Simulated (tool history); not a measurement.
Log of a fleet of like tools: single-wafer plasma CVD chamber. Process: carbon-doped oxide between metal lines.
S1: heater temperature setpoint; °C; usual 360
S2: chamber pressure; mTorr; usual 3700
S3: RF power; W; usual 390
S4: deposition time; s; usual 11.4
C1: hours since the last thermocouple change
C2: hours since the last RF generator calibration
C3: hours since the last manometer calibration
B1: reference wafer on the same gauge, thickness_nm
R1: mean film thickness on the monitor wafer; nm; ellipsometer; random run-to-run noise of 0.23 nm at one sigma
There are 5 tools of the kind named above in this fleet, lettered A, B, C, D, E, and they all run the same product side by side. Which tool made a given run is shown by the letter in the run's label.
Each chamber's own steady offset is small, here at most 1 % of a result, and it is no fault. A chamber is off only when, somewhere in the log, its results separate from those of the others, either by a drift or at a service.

| run | day | S1 | S2 | S3 | S4 | C1 | C2 | C3 | B1 | R1 |
|---|---|---|---|---|---|---|---|---|---|---|
| 1B | 0.529 | 360 | 3700 | 390 | 11.4 | 1497.9 | 313.4 | 2145.6 | 39.706 | 46.455 |
| 2D | 0.833 | 360 | 3700 | 390 | 11.4 | 820.7 | 665.4 | 1637.2 | 39.671 | 46.665 |
| 3A | 1.342 | 360 | 3700 | 390 | 11.4 | 439.4 | 840.9 | 532.3 | 39.673 | 46.669 |
| 4E | 1.746 | 360 | 3700 | 390 | 11.4 | 548.3 | 907.6 | 337 | 39.722 | 46.458 |
| 5C | 2.183 | 360 | 3700 | 390 | 11.4 | 981.5 | 1023.4 | 399.2 | 39.691 | 45.93 |
| 6A | 2.675 | 360 | 3700 | 390 | 11.4 | 471.4 | 872.9 | 564.3 | 39.729 | 46.674 |
| 7B | 2.967 | 360 | 3700 | 390 | 11.4 | 1556.4 | 371.9 | 2204.1 | 39.683 | 46.964 |
| 8C | 3.242 | 360 | 3700 | 390 | 11.4 | 1006.9 | 1048.8 | 424.6 | 39.654 | 45.86 |
| 9E | 3.592 | 360 | 3700 | 390 | 11.4 | 592.6 | 951.9 | 381.3 | 39.712 | 46.248 |
|  | 3.621 | chamber B: thermocouple changed; heater temperature recalibrated |
| 10D | 4.017 | 360 | 3700 | 390 | 11.4 | 897.1 | 741.8 | 1713.6 | 39.715 | 47.245 |
| 11A | 4.396 | 360 | 3700 | 390 | 11.4 | 512.7 | 914.2 | 605.6 | 39.693 | 46.362 |
| 12E | 4.796 | 360 | 3700 | 390 | 11.4 | 621.5 | 980.8 | 410.2 | 39.744 | 46.362 |
| 13B | 5.108 | 360 | 3700 | 390 | 11.4 | 35.7 | 423.3 | 2255.5 | 39.711 | 46.347 |
| 14C | 5.412 | 360 | 3700 | 390 | 11.4 | 1059 | 1100.9 | 476.7 | 39.697 | 46.273 |
| 15D | 5.742 | 360 | 3700 | 390 | 11.4 | 938.5 | 783.2 | 1755 | 39.743 | 47.023 |
| 16A | 6.083 | 372 | 3700 | 390 | 11.4 | 553.2 | 954.7 | 646.1 | 39.739 | 45.316 |
| 17C | 6.346 | 372 | 3700 | 390 | 11.4 | 1081.4 | 1123.3 | 499.1 | 39.723 | 44.408 |
| 18D | 6.817 | 372 | 3700 | 390 | 11.4 | 964.3 | 809 | 1780.8 | 39.634 | 45.501 |
| 19B | 7.092 | 372 | 3700 | 390 | 11.4 | 83.3 | 470.9 | 2303.1 | 39.669 | 44.623 |
| 20E | 7.558 | 372 | 3700 | 390 | 11.4 | 687.8 | 1047.1 | 476.5 | 39.642 | 45.077 |
| 21E | 7.938 | 360 | 3700 | 390 | 11.4 | 696.9 | 1056.2 | 485.6 | 39.727 | 46.523 |
| 22B | 8.379 | 360 | 3700 | 390 | 11.4 | 114.2 | 501.8 | 2334 | 39.7 | 45.57 |
| 23D | 8.875 | 360 | 3700 | 345 | 11.4 | 1013.7 | 858.4 | 1830.2 | 39.667 | 42.68 |
| 24C | 9.217 | 360 | 3700 | 345 | 11.4 | 1150.3 | 1192.2 | 568 | 39.759 | 41.824 |
| 25A | 9.7 | 360 | 3700 | 345 | 11.4 | 640 | 1041.5 | 732.9 | 39.753 | 42.416 |
| 26C | 10.054 | 360 | 3700 | 345 | 11.4 | 1170.4 | 1212.3 | 588.1 | 39.713 | 41.934 |
| 27D | 10.433 | 360 | 3700 | 345 | 11.4 | 1051.1 | 895.8 | 1867.6 | 39.668 | 42.783 |
| 28B | 10.875 | 360 | 3700 | 390 | 11.4 | 174.1 | 561.7 | 2393.9 | 39.72 | 44.754 |
|  | 11.138 | chamber C: thermocouple changed; heater temperature recalibrated |
| 29A | 11.292 | 360 | 3700 | 390 | 11.4 | 678.2 | 1079.7 | 771.1 | 39.68 | 46.763 |
| 30E | 11.525 | 360 | 3700 | 390 | 11.4 | 783 | 1142.3 | 571.7 | 39.745 | 46.745 |
| 31D | 11.904 | 360 | 3700 | 390 | 11.4 | 1086.4 | 931.1 | 1902.9 | 39.67 | 46.59 |
| 32E | 12.279 | 360 | 3700 | 390 | 11.4 | 801.1 | 1160.4 | 589.8 | 39.728 | 46.137 |
| 33A | 12.612 | 360 | 3700 | 390 | 11.4 | 709.9 | 1111.4 | 802.8 | 39.673 | 46.934 |
|  | 12.804 | chamber B: capacitance manometer re-zeroed and calibrated |
| 34B | 12.842 | 360 | 3700 | 390 | 11.4 | 221.3 | 608.9 | 0.9 | 39.737 | 44.726 |
| 35C | 13.258 | 360 | 3700 | 390 | 11.4 | 50.9 | 1289.2 | 665 | 39.714 | 46.11 |
| 36C | 13.792 | 360 | 3700 | 390 | 11.4 | 63.7 | 1302 | 677.8 | 39.686 | 46.005 |
| 37D | 14.154 | 360 | 3700 | 390 | 11.4 | 1140.4 | 985.1 | 1956.9 | 39.71 | 46.9 |
| 38B | 14.55 | 360 | 3700 | 390 | 11.4 | 262.3 | 649.9 | 41.9 | 39.702 | 44.328 |
| 39E | 14.967 | 360 | 3700 | 390 | 11.4 | 865.6 | 1224.9 | 654.3 | 39.683 | 46.452 |
| 40A | 15.262 | 348 | 3700 | 390 | 11.4 | 773.5 | 1175 | 866.4 | 39.716 | 48.28 |
| 41C | 15.712 | 348 | 3700 | 390 | 11.4 | 109.8 | 1348.1 | 723.9 | 39.706 | 47.51 |
| 42E | 16.133 | 348 | 3700 | 390 | 11.4 | 893.6 | 1252.9 | 682.3 | 39.734 | 47.852 |
| 43D | 16.621 | 348 | 3700 | 390 | 11.4 | 1199.6 | 1044.3 | 2016.1 | 39.682 | 48.34 |

The same settings go to every chamber for the next run, one line per chamber below. Forecast the results for each:
| 44A | 17 | 367 | 3700 | 390 | 11.4 |  |  |  |  | ? |
| 44B | 17 | 367 | 3700 | 390 | 11.4 |  |  |  |  | ? |
| 44C | 17 | 367 | 3700 | 390 | 11.4 |  |  |  |  | ? |
| 44D | 17 | 367 | 3700 | 390 | 11.4 |  |  |  |  | ? |
| 44E | 17 | 367 | 3700 | 390 | 11.4 |  |  |  |  | ? |

| run | R1 |
|---|---|
| 44A | 45.621 |
| 44B | 43.23 |
| 44C | 45.282 |
| 44D | 46.109 |
| 44E | 45.629 |
